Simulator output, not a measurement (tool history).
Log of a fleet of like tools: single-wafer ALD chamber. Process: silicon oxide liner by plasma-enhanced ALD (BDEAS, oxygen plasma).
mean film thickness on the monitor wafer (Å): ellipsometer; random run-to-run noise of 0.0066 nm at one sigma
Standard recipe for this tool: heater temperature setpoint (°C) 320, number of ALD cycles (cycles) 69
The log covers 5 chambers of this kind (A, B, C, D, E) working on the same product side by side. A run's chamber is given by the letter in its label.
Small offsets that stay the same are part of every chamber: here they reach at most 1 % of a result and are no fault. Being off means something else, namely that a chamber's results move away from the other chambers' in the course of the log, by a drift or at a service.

run   hour  heater temperature setpoint (°C)  number of ALD cycles (cycles)  read-back reference wafer on the same gauge, thickness_nm  mean film thickness on the monitor wafer (Å)
 1D    7.6                               320                             69                                                     6.5200                                        62.362
 2B   17.9                               320                             69                                                     6.5219                                        62.416
 3E   31.8                               320                             69                                                     6.5225                                        62.624
 4A   42.8                               320                             69                                                     6.5221                                        62.294
 5C   56.6                               320                             69                                                     6.5233                                        62.687
 6E   64.3                               332                             82                                                     6.5249                                        73.230
 7B   71.6                               332                             82                                                     6.5246                                        73.034
 8A   80.3                               332                             82                                                     6.5256                                        72.667
 9D   91.5                               332                             82                                                     6.5261                                        72.783
10C   97.8                               332                             82                                                     6.5258                                        73.362
     103.4  -- chamber A: thermocouple changed; heater temperature recalibrated
11A  108.5                               320                             69                                                     6.5266                                        62.350
12B  116.7                               320                             69                                                     6.5284                                        62.438
13C  127.3                               320                             69                                                     6.5291                                        62.703
14D  139.5                               320                             69                                                     6.5289                                        62.381
15E  151.2                               320                             69                                                     6.5296                                        62.792
16C  162.3                               320                             69                                                     6.5313                                        62.921
17A  172.0                               320                             69                                                     6.5323                                        62.308
18D  184.1                               320                             69                                                     6.5317                                        62.469
19E  197.7                               320                             69                                                     6.5333                                        62.667
20B  206.1                               320                             69                                                     6.5343                                        62.538
21D  215.4                               333                             76                                                     6.5336                                        67.675
22E  221.6                               333                             76                                                     6.5344                                        67.804
23C  234.1                               333                             76                                                     6.5347                                        67.845
24A  247.3                               333                             76                                                     6.5360                                        67.545
25B  254.6                               333                             76                                                     6.5348                                        67.812
26E  262.3                               320                             69                                                     6.5360                                        62.787
27A  269.7                               320                             69                                                     6.5356                                        62.524
28C  281.7                               320                             69                                                     6.5387                                        62.901
29D  291.2                               320                             69                                                     6.5387                                        62.400
30B  303.3                               320                             69                                                     6.5393                                        62.759
31A  316.2                               320                             69                                                     6.5410                                        62.420
32C  328.1                               320                             69                                                     6.5394                                        62.969
33E  340.0                               320                             77                                                     6.5401                                        70.144
34B  347.0                               320                             77                                                     6.5427                                        70.039
35D  353.7                               320                             77                                                     6.5420                                        69.738
36C  362.4                               320                             77                                                     6.5435                                        70.294
37D  370.0                               320                             77                                                     6.5437                                        69.705
38A  379.0                               320                             69                                                     6.5426                                        62.589
39E  390.0                               320                             69                                                     6.5443                                        62.901
40B  401.4                               320                             69                                                     6.5459                                        62.737
41E  411.2                               320                             69                                                     6.5445                                        62.887
42B  422.6                               320                             69                                                     6.5476                                        62.708
43A  430.5                               320                             69                                                     6.5484                                        62.539
44D  437.6                               320                             69                                                     6.5490                                        62.604

Which is it: a chamber that has drifted or been left off by a service, a gauge drift common to all chambers, or only each chamber's usual small offset? If a chamber is off, name it and its likeliest cause.

The shared gauge is drifting. All chambers look as if they move in step, but none is off.
Likeliest cause: gauge reads high (%) = 0.43.

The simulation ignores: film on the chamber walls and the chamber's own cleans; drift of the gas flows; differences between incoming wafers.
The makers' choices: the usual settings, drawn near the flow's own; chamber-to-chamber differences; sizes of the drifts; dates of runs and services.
